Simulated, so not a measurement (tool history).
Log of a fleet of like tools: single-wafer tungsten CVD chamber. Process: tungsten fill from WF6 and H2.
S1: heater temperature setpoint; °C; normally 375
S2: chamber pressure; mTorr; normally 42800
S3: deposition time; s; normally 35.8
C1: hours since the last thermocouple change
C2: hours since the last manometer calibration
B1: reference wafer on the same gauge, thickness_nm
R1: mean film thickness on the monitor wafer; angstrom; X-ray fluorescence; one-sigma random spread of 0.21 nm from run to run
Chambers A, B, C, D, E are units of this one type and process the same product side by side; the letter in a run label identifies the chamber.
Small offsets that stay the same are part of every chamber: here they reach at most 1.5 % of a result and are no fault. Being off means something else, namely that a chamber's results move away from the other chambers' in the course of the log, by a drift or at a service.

run,day,S1,S2,S3,C1,C2,B1,R1
1C,0.475,375,42800,35.8,2287.6,1311.2,90.312,742.49
2A,0.742,375,42800,35.8,2334.8,272.9,90.363,750.38
3D,1.167,375,42800,35.8,784.1,1970.7,90.319,759.86
4E,1.725,375,42800,35.8,261.4,308.1,90.338,761.00
5B,2.017,375,42800,35.8,2073.5,1518.5,90.316,744.72
6B,2.325,375,42800,35.8,2080.9,1525.9,90.325,742.78
7C,2.775,375,35300,35.8,2342.8,1366.4,90.269,682.61
# day 3.138: chamber B: thermocouple changed; heater temperature recalibrated
8E,3.242,375,35300,35.8,297.8,344.5,90.301,692.85
9D,3.579,375,35300,35.8,842.0,2028.6,90.295,699.35
10A,3.958,375,35300,35.8,2412.0,350.1,90.335,685.11
11B,4.462,375,35300,35.8,31.9,1577.2,90.351,680.85
12E,4.917,375,42800,35.8,338.0,384.7,90.280,759.12
13D,5.229,363,42800,35.8,881.6,2068.2,90.276,589.71
14C,5.679,363,42800,35.8,2412.5,1436.1,90.328,580.29
# day 5.946: chamber A: thermocouple changed; heater temperature recalibrated
15A,6.138,363,42800,35.8,4.7,402.4,90.296,559.06
16D,6.721,363,42800,35.8,917.4,2104.0,90.324,588.03
17E,7.271,363,42800,35.8,394.5,441.2,90.292,591.77
18C,7.817,375,50000,38.1,2463.8,1487.4,90.255,850.10
19B,8.217,375,50000,38.1,122.0,1667.3,90.267,849.43
20A,8.496,375,50000,38.1,61.3,459.0,90.269,823.78
21B,9.054,375,50000,38.1,142.1,1687.4,90.305,850.51
22E,9.546,375,50000,38.1,449.1,495.8,90.299,864.92
23C,10.046,375,42800,35.8,2517.3,1540.9,90.244,744.56
24A,10.429,375,42800,35.8,107.7,505.4,90.308,725.48
# day 10.808: chamber D: thermocouple changed; heater temperature recalibrated
25D,10.871,375,42800,35.8,1.5,2203.6,90.332,759.97
26B,11.375,384,50200,35.8,197.8,1743.1,90.303,961.76
27E,11.842,384,50200,35.8,504.2,550.9,90.327,977.84
28D,12.129,384,50200,35.8,31.7,2233.8,90.291,985.93
29C,12.521,384,50200,35.8,2576.7,1600.3,90.272,962.74
30A,12.812,384,50200,35.8,164.9,562.6,90.321,934.80
31B,13.183,368,47500,35.8,241.2,1786.5,90.335,668.75
# day 13.596: chamber C: thermocouple changed; heater temperature recalibrated
32E,13.596,368,47500,35.8,546.3,593.0,90.277,692.52
33D,14.058,368,47500,35.8,78.0,2280.1,90.329,685.55
34C,14.567,368,47500,35.8,23.3,1649.4,90.276,677.78
35A,14.954,368,47500,35.8,216.3,614.0,90.317,654.99
36B,15.542,388,53000,35.8,297.8,1843.1,90.327,1073.30
37E,16.046,388,53000,35.8,605.1,651.8,90.244,1087.90
38A,16.388,388,53000,35.8,250.7,648.4,90.262,1039.40
39D,16.817,388,53000,35.8,144.2,2346.3,90.319,1094.00

Has any chamber moved away from the others, gradually or after a service, or does the common gauge drift, or do the chambers differ only by their own small steady offsets? State the chamber and the most likely cause if one applies.

A service on chamber A put it out of line with the rest.
Most likely cause: wafer temperature below the value expected at the setpoint (K) = 1.59.

Which of the 4 candidates below, each the usual settings with something changed and its results left as question marks, puts chamber A back in line with what the other chambers give on the usual settings?
In-line tolerance around the mean of the other chambers on the usual settings: R1 7.40 angstrom
40A-1,17.238,373,42400,35.3,,,,?
40A-2,17.238,375,41900,34.8,,,,?
40A-3,17.238,376,43100,36.2,,,,?
40A-4,17.238,375,44100,37.4,,,,?

What the other chambers average on the usual settings: R1 753.08 angstrom
run,R1
40A-1,682.20
40A-2,697.63
40A-3,750.62
40A-4,767.35
Change 40A-3 lands the chamber within the allowed miss of the other chambers.

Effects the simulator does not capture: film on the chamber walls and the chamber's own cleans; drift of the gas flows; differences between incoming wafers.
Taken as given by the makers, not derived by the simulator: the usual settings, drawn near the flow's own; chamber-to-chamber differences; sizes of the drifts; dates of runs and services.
